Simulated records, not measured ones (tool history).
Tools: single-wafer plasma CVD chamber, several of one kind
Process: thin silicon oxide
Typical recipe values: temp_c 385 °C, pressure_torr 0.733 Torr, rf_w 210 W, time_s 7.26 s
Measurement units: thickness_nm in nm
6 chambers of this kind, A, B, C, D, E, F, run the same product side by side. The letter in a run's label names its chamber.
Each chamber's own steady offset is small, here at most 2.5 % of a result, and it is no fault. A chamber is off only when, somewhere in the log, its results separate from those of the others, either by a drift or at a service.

| run | day | temp_c | pressure_torr | rf_w | time_s | hours since the last thermocouple change | hours since the last RF generator calibration | hours since the last manometer calibration | read-back reference wafer on the same gauge, thickness_nm | thickness_nm |
|---|---|---|---|---|---|---|---|---|---|---|
| 1C | 0.233 | 385 | 0.733 | 210 | 7.26 | 86.1 | 2177.8 | 967.6 | 11.302 | 10.522 |
| 2B | 0.492 | 385 | 0.733 | 210 | 7.26 | 601 | 1366.2 | 14.2 | 11.295 | 10.555 |
| 3A | 0.775 | 385 | 0.733 | 210 | 7.26 | 1170.2 | 2005.6 | 1228.9 | 11.299 | 10.241 |
| 4F | 1.254 | 385 | 0.733 | 210 | 7.26 | 1111.9 | 1792.6 | 1438.9 | 11.291 | 10.341 |
|  | 1.267 | chamber C: RF generator calibrated |
| 5E | 1.725 | 385 | 0.733 | 210 | 7.26 | 2453.9 | 49.2 | 990.2 | 11.3 | 10.643 |
| 6D | 1.95 | 385 | 0.733 | 210 | 7.26 | 1268.8 | 126.3 | 822.4 | 11.305 | 10.526 |
| 7A | 2.242 | 385 | 0.733 | 210 | 7.26 | 1205.4 | 2040.8 | 1264.1 | 11.297 | 10.277 |
| 8C | 2.688 | 385 | 0.733 | 210 | 7.26 | 145 | 34.1 | 1026.5 | 11.301 | 10.505 |
| 9E | 3.012 | 385 | 0.733 | 210 | 7.26 | 2484.8 | 80.1 | 1021.1 | 11.307 | 10.686 |
| 10D | 3.304 | 385 | 0.733 | 210 | 7.26 | 1301.3 | 158.8 | 854.9 | 11.303 | 10.594 |
| 11F | 3.792 | 385 | 0.733 | 210 | 7.26 | 1172.8 | 1853.5 | 1499.8 | 11.307 | 10.395 |
| 12B | 4.083 | 385 | 0.733 | 210 | 7.26 | 687.2 | 1452.4 | 100.4 | 11.294 | 10.597 |
| 13E | 4.388 | 385 | 0.733 | 210 | 7.26 | 2517.8 | 113.1 | 1054.1 | 11.306 | 10.585 |
| 14A | 4.642 | 385 | 0.733 | 210 | 7.26 | 1263 | 2098.4 | 1321.7 | 11.308 | 10.325 |
| 15B | 4.9 | 370 | 0.733 | 185 | 7.26 | 706.8 | 1472 | 120 | 11.295 | 9.9355 |
| 16D | 5.383 | 370 | 0.733 | 185 | 7.26 | 1351.2 | 208.7 | 904.8 | 11.307 | 9.9924 |
| 17F | 5.654 | 370 | 0.733 | 185 | 7.26 | 1217.5 | 1898.2 | 1544.5 | 11.305 | 9.8204 |
| 18C | 5.996 | 370 | 0.733 | 185 | 7.26 | 224.4 | 113.5 | 1105.9 | 11.308 | 10.075 |
| 19D | 6.358 | 370 | 0.733 | 185 | 7.26 | 1374.6 | 232.1 | 928.2 | 11.308 | 9.9861 |
| 20B | 6.771 | 370 | 0.733 | 185 | 7.26 | 751.7 | 1516.9 | 164.9 | 11.295 | 9.9294 |
|  | 6.804 | chamber E: capacitance manometer re-zeroed and calibrated |
| 21F | 7.167 | 385 | 0.733 | 210 | 7.26 | 1253.8 | 1934.5 | 1580.8 | 11.294 | 10.418 |
|  | 7.271 | chamber F: capacitance manometer re-zeroed and calibrated |
|  | 7.371 | chamber C: capacitance manometer re-zeroed and calibrated |
| 22C | 7.442 | 385 | 0.733 | 210 | 7.26 | 259.1 | 148.2 | 1.7 | 11.312 | 10.102 |
| 23E | 7.75 | 385 | 0.665 | 210 | 5.9 | 2598.5 | 193.8 | 22.7 | 11.304 | 7.7788 |
| 24A | 8.108 | 385 | 0.665 | 210 | 5.9 | 1346.2 | 2181.6 | 1404.9 | 11.292 | 7.4931 |
| 25C | 8.579 | 385 | 0.665 | 210 | 5.9 | 286.4 | 175.5 | 29 | 11.297 | 7.3784 |
| 26E | 8.996 | 385 | 0.665 | 210 | 5.9 | 2628.4 | 223.7 | 52.6 | 11.3 | 7.8068 |
| 27A | 9.279 | 385 | 0.665 | 210 | 5.9 | 1374.3 | 2209.7 | 1433 | 11.288 | 7.5293 |
| 28F | 9.596 | 385 | 0.665 | 210 | 5.9 | 1312.1 | 1992.8 | 55.8 | 11.304 | 7.6696 |
| 29B | 10.067 | 385 | 0.733 | 210 | 7.26 | 830.8 | 1596 | 244 | 11.287 | 10.558 |
| 30D | 10.433 | 385 | 0.733 | 195 | 7.26 | 1472.4 | 329.9 | 1026 | 11.297 | 10.159 |
| 31B | 10.804 | 385 | 0.733 | 195 | 7.26 | 848.5 | 1613.7 | 261.7 | 11.307 | 10.195 |
|  | 11.121 | chamber E: thermocouple changed; heater temperature recalibrated |
| 32E | 11.262 | 385 | 0.733 | 195 | 7.26 | 3.5 | 278.1 | 107 | 11.294 | 10.254 |
| 33F | 11.488 | 385 | 0.733 | 195 | 7.26 | 1357.5 | 2038.2 | 101.2 | 11.303 | 10.024 |
| 34C | 11.892 | 385 | 0.733 | 195 | 7.26 | 365.9 | 255 | 108.5 | 11.305 | 9.6814 |
| 35D | 12.35 | 385 | 0.733 | 195 | 7.26 | 1518.4 | 375.9 | 1072 | 11.301 | 10.181 |
| 36A | 12.833 | 385 | 0.733 | 210 | 8.4 | 1459.6 | 2295 | 1518.3 | 11.295 | 11.91 |
| 37C | 13.175 | 385 | 0.733 | 210 | 8.4 | 396.7 | 285.8 | 139.3 | 11.303 | 11.583 |
| 38E | 13.475 | 385 | 0.733 | 210 | 8.4 | 56.6 | 331.2 | 160.1 | 11.299 | 12.307 |
| 39B | 13.821 | 385 | 0.733 | 210 | 8.4 | 920.9 | 1686.1 | 334.1 | 11.293 | 12.136 |
|  | 13.921 | chamber F: thermocouple changed; heater temperature recalibrated |
| 40F | 14.175 | 385 | 0.733 | 210 | 8.4 | 6.2 | 2102.7 | 165.7 | 11.305 | 12.032 |
| 41A | 14.642 | 385 | 0.733 | 210 | 8.4 | 1503 | 2338.4 | 1561.7 | 11.296 | 11.893 |

Is one chamber off against the others, does the gauge drift, or is nothing wrong? If a chamber is off, say which, and what the likeliest cause is.

Chamber C has stood off from the others ever since a service on it.
Likeliest cause: true pressure below the setpoint (%) = 4.69.

Below are 4 candidate recipes for chamber C's next run, each the usual settings with a change, their results shown as question marks. Which of them brings C's results back in line with what the other chambers give on the usual settings?
Counts as in line when no further than this from what the other chambers average on the usual settings: thickness_nm 0.13 nm
| 42C-1 | 15 | 385 | 0.738 | 210 | 7.29 |  |  |  |  | ? |
| 42C-2 | 15 | 385 | 0.733 | 210 | 7.17 |  |  |  |  | ? |
| 42C-3 | 15 | 384 | 0.733 | 230 | 7.26 |  |  |  |  | ? |
| 42C-4 | 15 | 385 | 0.733 | 210 | 6.95 |  |  |  |  | ? |

Average result of the remaining chambers running the usual settings: thickness_nm 10.458 nm
| run | thickness_nm |
|---|---|
| 42C-1 | 10.112 |
| 42C-2 | 9.8778 |
| 42C-3 | 10.446 |
| 42C-4 | 9.5753 |
42C-3 puts the chamber back in line with the other chambers.
